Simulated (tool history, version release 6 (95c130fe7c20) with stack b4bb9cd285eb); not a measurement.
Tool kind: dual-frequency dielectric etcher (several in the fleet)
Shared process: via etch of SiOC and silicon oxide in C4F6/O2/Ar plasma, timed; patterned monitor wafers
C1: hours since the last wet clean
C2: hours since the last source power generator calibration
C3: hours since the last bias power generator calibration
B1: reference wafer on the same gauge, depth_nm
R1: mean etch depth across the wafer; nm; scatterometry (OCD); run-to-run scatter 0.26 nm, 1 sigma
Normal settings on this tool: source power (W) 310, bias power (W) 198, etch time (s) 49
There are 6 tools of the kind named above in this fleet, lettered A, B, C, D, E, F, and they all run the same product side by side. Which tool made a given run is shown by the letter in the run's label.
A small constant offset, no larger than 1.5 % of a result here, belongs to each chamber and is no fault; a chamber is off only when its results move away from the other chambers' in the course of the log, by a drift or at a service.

{"run": "1D", "hour": 3.3, "source power (W)": 310, "bias power (W)": 198, "etch time (s)": 49, "C1": 173.9, "C2": 1582.6, "C3": 1167.9, "B1": 41.886, "R1": 51.128}
{"run": "2C", "hour": 7.7, "source power (W)": 310, "bias power (W)": 198, "etch time (s)": 49, "C1": 349.6, "C2": 2905.9, "C3": 2753.6, "B1": 41.911, "R1": 52.042}
{"run": "3A", "hour": 12.4, "source power (W)": 310, "bias power (W)": 198, "etch time (s)": 49, "C1": 494.4, "C2": 519.3, "C3": 336.1, "B1": 41.912, "R1": 51.515}
{"hour": 13.6, "done": "chamber C: wet clean of the chamber"}
{"run": "4E", "hour": 15.2, "source power (W)": 310, "bias power (W)": 198, "etch time (s)": 49, "C1": 73.1, "C2": 1946, "C3": 1459.6, "B1": 41.894, "R1": 51.279}
{"run": "5B", "hour": 18.5, "source power (W)": 310, "bias power (W)": 198, "etch time (s)": 49, "C1": 275.5, "C2": 2872.5, "C3": 840.4, "B1": 41.98, "R1": 51.955}
{"run": "6F", "hour": 22.8, "source power (W)": 310, "bias power (W)": 198, "etch time (s)": 49, "C1": 158.3, "C2": 756.9, "C3": 1636.2, "B1": 41.921, "R1": 51.421}
{"run": "7D", "hour": 25.8, "source power (W)": 310, "bias power (W)": 198, "etch time (s)": 49, "C1": 196.4, "C2": 1605.1, "C3": 1190.4, "B1": 41.928, "R1": 51.639}
{"run": "8B", "hour": 29.9, "source power (W)": 310, "bias power (W)": 198, "etch time (s)": 49, "C1": 286.9, "C2": 2883.9, "C3": 851.8, "B1": 41.939, "R1": 52.172}
{"run": "9C", "hour": 33.7, "source power (W)": 370, "bias power (W)": 198, "etch time (s)": 44.5, "C1": 20.1, "C2": 2931.9, "C3": 2779.6, "B1": 41.887, "R1": 50.901}
{"run": "10F", "hour": 37.0, "source power (W)": 370, "bias power (W)": 198, "etch time (s)": 44.5, "C1": 172.5, "C2": 771.1, "C3": 1650.4, "B1": 41.862, "R1": 49.842}
{"run": "11A", "hour": 39.8, "source power (W)": 370, "bias power (W)": 198, "etch time (s)": 44.5, "C1": 521.8, "C2": 546.7, "C3": 363.5, "B1": 41.908, "R1": 50.11}
{"run": "12E", "hour": 43.7, "source power (W)": 370, "bias power (W)": 198, "etch time (s)": 44.5, "C1": 101.6, "C2": 1974.5, "C3": 1488.1, "B1": 41.89, "R1": 50.121}
{"run": "13E", "hour": 47.9, "source power (W)": 370, "bias power (W)": 198, "etch time (s)": 44.5, "C1": 105.8, "C2": 1978.7, "C3": 1492.3, "B1": 41.897, "R1": 50.427}
{"run": "14D", "hour": 50.4, "source power (W)": 370, "bias power (W)": 198, "etch time (s)": 44.5, "C1": 221, "C2": 1629.7, "C3": 1215, "B1": 41.874, "R1": 49.746}
{"run": "15C", "hour": 54.4, "source power (W)": 310, "bias power (W)": 198, "etch time (s)": 49, "C1": 40.8, "C2": 2952.6, "C3": 2800.3, "B1": 41.912, "R1": 52.423}
{"run": "16F", "hour": 57.5, "source power (W)": 240, "bias power (W)": 198, "etch time (s)": 60, "C1": 193, "C2": 791.6, "C3": 1670.9, "B1": 41.877, "R1": 57.063}
{"hour": 59.6, "done": "chamber A: wet clean of the chamber"}
{"run": "17B", "hour": 61.1, "source power (W)": 240, "bias power (W)": 198, "etch time (s)": 60, "C1": 318.1, "C2": 2915.1, "C3": 883, "B1": 41.892, "R1": 57.798}
{"run": "18A", "hour": 66.0, "source power (W)": 240, "bias power (W)": 198, "etch time (s)": 60, "C1": 6.4, "C2": 572.9, "C3": 389.7, "B1": 41.936, "R1": 57.068}
{"run": "19C", "hour": 69.6, "source power (W)": 240, "bias power (W)": 198, "etch time (s)": 60, "C1": 56, "C2": 2967.8, "C3": 2815.5, "B1": 41.95, "R1": 58.25}
{"run": "20B", "hour": 72.3, "source power (W)": 240, "bias power (W)": 198, "etch time (s)": 60, "C1": 329.3, "C2": 2926.3, "C3": 894.2, "B1": 41.932, "R1": 57.727}
{"hour": 73.3, "done": "chamber D: source power generator calibrated"}
{"run": "21A", "hour": 75.3, "source power (W)": 240, "bias power (W)": 198, "etch time (s)": 60, "C1": 15.7, "C2": 582.2, "C3": 399, "B1": 41.888, "R1": 56.395}
{"run": "22F", "hour": 78.2, "source power (W)": 310, "bias power (W)": 198, "etch time (s)": 49, "C1": 213.7, "C2": 812.3, "C3": 1691.6, "B1": 41.913, "R1": 51.717}
{"run": "23D", "hour": 81.0, "source power (W)": 310, "bias power (W)": 198, "etch time (s)": 49, "C1": 251.6, "C2": 7.7, "C3": 1245.6, "B1": 41.813, "R1": 51.326}
{"run": "24E", "hour": 86.6, "source power (W)": 310, "bias power (W)": 198, "etch time (s)": 49, "C1": 144.5, "C2": 2017.4, "C3": 1531, "B1": 41.898, "R1": 51.495}
{"run": "25B", "hour": 90.2, "source power (W)": 310, "bias power (W)": 198, "etch time (s)": 49, "C1": 347.2, "C2": 2944.2, "C3": 912.1, "B1": 41.892, "R1": 51.702}
{"hour": 93.5, "done": "chamber B: wet clean of the chamber"}
{"run": "26C", "hour": 94.2, "source power (W)": 310, "bias power (W)": 198, "etch time (s)": 49, "C1": 80.6, "C2": 2992.4, "C3": 2840.1, "B1": 41.896, "R1": 52.591}
{"run": "27E", "hour": 99.7, "source power (W)": 310, "bias power (W)": 198, "etch time (s)": 49, "C1": 157.6, "C2": 2030.5, "C3": 1544.1, "B1": 41.904, "R1": 51.304}
{"run": "28A", "hour": 102.3, "source power (W)": 310, "bias power (W)": 198, "etch time (s)": 49, "C1": 42.7, "C2": 609.2, "C3": 426, "B1": 41.937, "R1": 50.966}
{"run": "29D", "hour": 107.6, "source power (W)": 310, "bias power (W)": 198, "etch time (s)": 49, "C1": 278.2, "C2": 34.3, "C3": 1272.2, "B1": 41.95, "R1": 51.608}
{"run": "30F", "hour": 112.6, "source power (W)": 310, "bias power (W)": 198, "etch time (s)": 49, "C1": 248.1, "C2": 846.7, "C3": 1726, "B1": 41.92, "R1": 51.7}
{"run": "31C", "hour": 118.1, "source power (W)": 310, "bias power (W)": 198, "etch time (s)": 49, "C1": 104.5, "C2": 3016.3, "C3": 2864, "B1": 41.876, "R1": 52.278}
{"run": "32D", "hour": 123.1, "source power (W)": 310, "bias power (W)": 198, "etch time (s)": 49, "C1": 293.7, "C2": 49.8, "C3": 1287.7, "B1": 41.862, "R1": 51.605}
{"run": "33B", "hour": 128.5, "source power (W)": 310, "bias power (W)": 198, "etch time (s)": 49, "C1": 35, "C2": 2982.5, "C3": 950.4, "B1": 41.827, "R1": 49.339}
{"run": "34A", "hour": 133.4, "source power (W)": 310, "bias power (W)": 198, "etch time (s)": 49, "C1": 73.8, "C2": 640.3, "C3": 457.1, "B1": 41.87, "R1": 51}
{"run": "35F", "hour": 139.2, "source power (W)": 310, "bias power (W)": 198, "etch time (s)": 49, "C1": 274.7, "C2": 873.3, "C3": 1752.6, "B1": 41.894, "R1": 51.208}
{"run": "36E", "hour": 144.2, "source power (W)": 310, "bias power (W)": 198, "etch time (s)": 49, "C1": 202.1, "C2": 2075, "C3": 1588.6, "B1": 41.917, "R1": 51.76}
{"run": "37A", "hour": 149.2, "source power (W)": 360, "bias power (W)": 198, "etch time (s)": 49, "C1": 89.6, "C2": 656.1, "C3": 472.9, "B1": 41.893, "R1": 54.423}
{"run": "38F", "hour": 152.9, "source power (W)": 360, "bias power (W)": 198, "etch time (s)": 49, "C1": 288.4, "C2": 887, "C3": 1766.3, "B1": 41.92, "R1": 54.624}
{"run": "39C", "hour": 157.7, "source power (W)": 360, "bias power (W)": 198, "etch time (s)": 49, "C1": 144.1, "C2": 3055.9, "C3": 2903.6, "B1": 41.917, "R1": 55.646}
{"run": "40E", "hour": 162.1, "source power (W)": 360, "bias power (W)": 198, "etch time (s)": 49, "C1": 220, "C2": 2092.9, "C3": 1606.5, "B1": 41.874, "R1": 54.184}
{"run": "41D", "hour": 166.8, "source power (W)": 360, "bias power (W)": 198, "etch time (s)": 49, "C1": 337.4, "C2": 93.5, "C3": 1331.4, "B1": 41.896, "R1": 54.601}

All chambers now run identical settings, listed one chamber a line with results as question marks. What results will each chamber show?
{"run": "42A", "hour": 170.9, "source power (W)": 310, "bias power (W)": 198, "etch time (s)": 49, "R1": "?"}
{"run": "42B", "hour": 170.9, "source power (W)": 310, "bias power (W)": 198, "etch time (s)": 49, "R1": "?"}
{"run": "42C", "hour": 170.9, "source power (W)": 310, "bias power (W)": 198, "etch time (s)": 49, "R1": "?"}
{"run": "42D", "hour": 170.9, "source power (W)": 310, "bias power (W)": 198, "etch time (s)": 49, "R1": "?"}
{"run": "42E", "hour": 170.9, "source power (W)": 310, "bias power (W)": 198, "etch time (s)": 49, "R1": "?"}
{"run": "42F", "hour": 170.9, "source power (W)": 310, "bias power (W)": 198, "etch time (s)": 49, "R1": "?"}

run=42A R1=50.99
run=42B R1=48.842
run=42C R1=52.153
run=42D R1=51.696
run=42E R1=51.653
run=42F R1=51.128
